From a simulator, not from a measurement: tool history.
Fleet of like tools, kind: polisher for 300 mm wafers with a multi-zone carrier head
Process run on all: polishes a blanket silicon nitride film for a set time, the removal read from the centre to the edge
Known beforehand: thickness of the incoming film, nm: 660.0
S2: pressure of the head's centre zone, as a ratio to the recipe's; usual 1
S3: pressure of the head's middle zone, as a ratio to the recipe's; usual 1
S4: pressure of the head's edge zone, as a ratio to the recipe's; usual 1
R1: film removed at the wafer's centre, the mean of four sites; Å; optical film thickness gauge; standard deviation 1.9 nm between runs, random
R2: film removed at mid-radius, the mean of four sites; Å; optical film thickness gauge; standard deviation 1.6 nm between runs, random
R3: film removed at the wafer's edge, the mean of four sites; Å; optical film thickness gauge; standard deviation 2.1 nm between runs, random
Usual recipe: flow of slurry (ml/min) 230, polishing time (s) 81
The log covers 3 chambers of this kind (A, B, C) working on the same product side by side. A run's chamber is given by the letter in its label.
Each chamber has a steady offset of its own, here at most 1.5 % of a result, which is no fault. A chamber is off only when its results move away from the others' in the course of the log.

Run 1C, hour 3.5: usual settings. Result: R1 1656.2 Å, R2 1634.5 Å, R3 1634.7 Å.
Run 2A, hour 5.7: usual settings. Result: R1 1653.2 Å, R2 1625.6 Å, R3 1622.8 Å.
Run 3B, hour 10: usual settings. Result: R1 1608.7 Å, R2 1637 Å, R3 1635.9 Å.
Run 4B, hour 12.6: usual settings. Result: R1 1634.7 Å, R2 1631.3 Å, R3 1625.6 Å.
Run 5C, hour 14.5: usual settings. Result: R1 1616.4 Å, R2 1633.6 Å, R3 1618.4 Å.
Run 6A, hour 17.1: usual settings. Result: R1 1645.5 Å, R2 1619.1 Å, R3 1641.6 Å.
Run 7A, hour 20.2: usual settings. Result: R1 1649.2 Å, R2 1619.6 Å, R3 1587.1 Å.
Run 8B, hour 22.7: usual settings but flow of slurry (ml/min) 275. Result: R1 1663.4 Å, R2 1677.1 Å, R3 1643.5 Å.
Run 9C, hour 25: usual settings but flow of slurry (ml/min) 275. Result: R1 1659 Å, R2 1664.6 Å, R3 1651.6 Å.
Run 10B, hour 28.4: usual settings but flow of slurry (ml/min) 275. Result: R1 1696.8 Å, R2 1654.8 Å, R3 1639.4 Å.
Run 11C, hour 31.3: usual settings. Result: R1 1612.1 Å, R2 1601.2 Å, R3 1580.6 Å.
At hour 32.1: chamber C: worn pad replaced by a new one.
Run 12A, hour 33.9: usual settings. Result: R1 1604.3 Å, R2 1569.7 Å, R3 1596.8 Å.
Run 13B, hour 37.4: usual settings. Result: R1 1605.2 Å, R2 1643.4 Å, R3 1632.1 Å.
Run 14C, hour 39.3: usual settings but S2 1.1. Result: R1 1803.2 Å, R2 1637.6 Å, R3 1600.9 Å.
At hour 40.9: chamber B: worn pad replaced by a new one.
Run 15A, hour 43.1: usual settings but S2 1.1. Result: R1 1738.4 Å, R2 1553.3 Å, R3 1519.2 Å.
At hour 44.7: chamber B: slurry nozzle cleaned.
Run 16C, hour 46.9: usual settings but S2 1.1. Result: R1 1795 Å, R2 1627.7 Å, R3 1627.7 Å.
Run 17A, hour 48.9: usual settings. Result: R1 1560.9 Å, R2 1525.7 Å, R3 1538.5 Å.
Run 18B, hour 52: usual settings. Result: R1 1650.9 Å, R2 1621.1 Å, R3 1626.9 Å.
Run 19A, hour 55.9: usual settings but S2 1.05, S3 0.95. Result: R1 1629.2 Å, R2 1452.9 Å, R3 1545.8 Å.
Run 20C, hour 59.8: usual settings but S2 1.05, S3 0.95. Result: R1 1722.1 Å, R2 1534.2 Å, R3 1600.9 Å.

Each of the 3 chambers runs these same settings next. Fill in every chamber's results:
Run 21A, hour 63: usual settings but S4 1.05. Result: R1 ?, R2 ?, R3 ?.
Run 21B, hour 63: usual settings but S4 1.05. Result: R1 ?, R2 ?, R3 ?.
Run 21C, hour 63: usual settings but S4 1.05. Result: R1 ?, R2 ?, R3 ?.

run      R1      R2      R3
21A  1530.2  1513.8    1518
21B  1653.8  1605.5  1662.5
21C  1642.6  1625.8  1650.6

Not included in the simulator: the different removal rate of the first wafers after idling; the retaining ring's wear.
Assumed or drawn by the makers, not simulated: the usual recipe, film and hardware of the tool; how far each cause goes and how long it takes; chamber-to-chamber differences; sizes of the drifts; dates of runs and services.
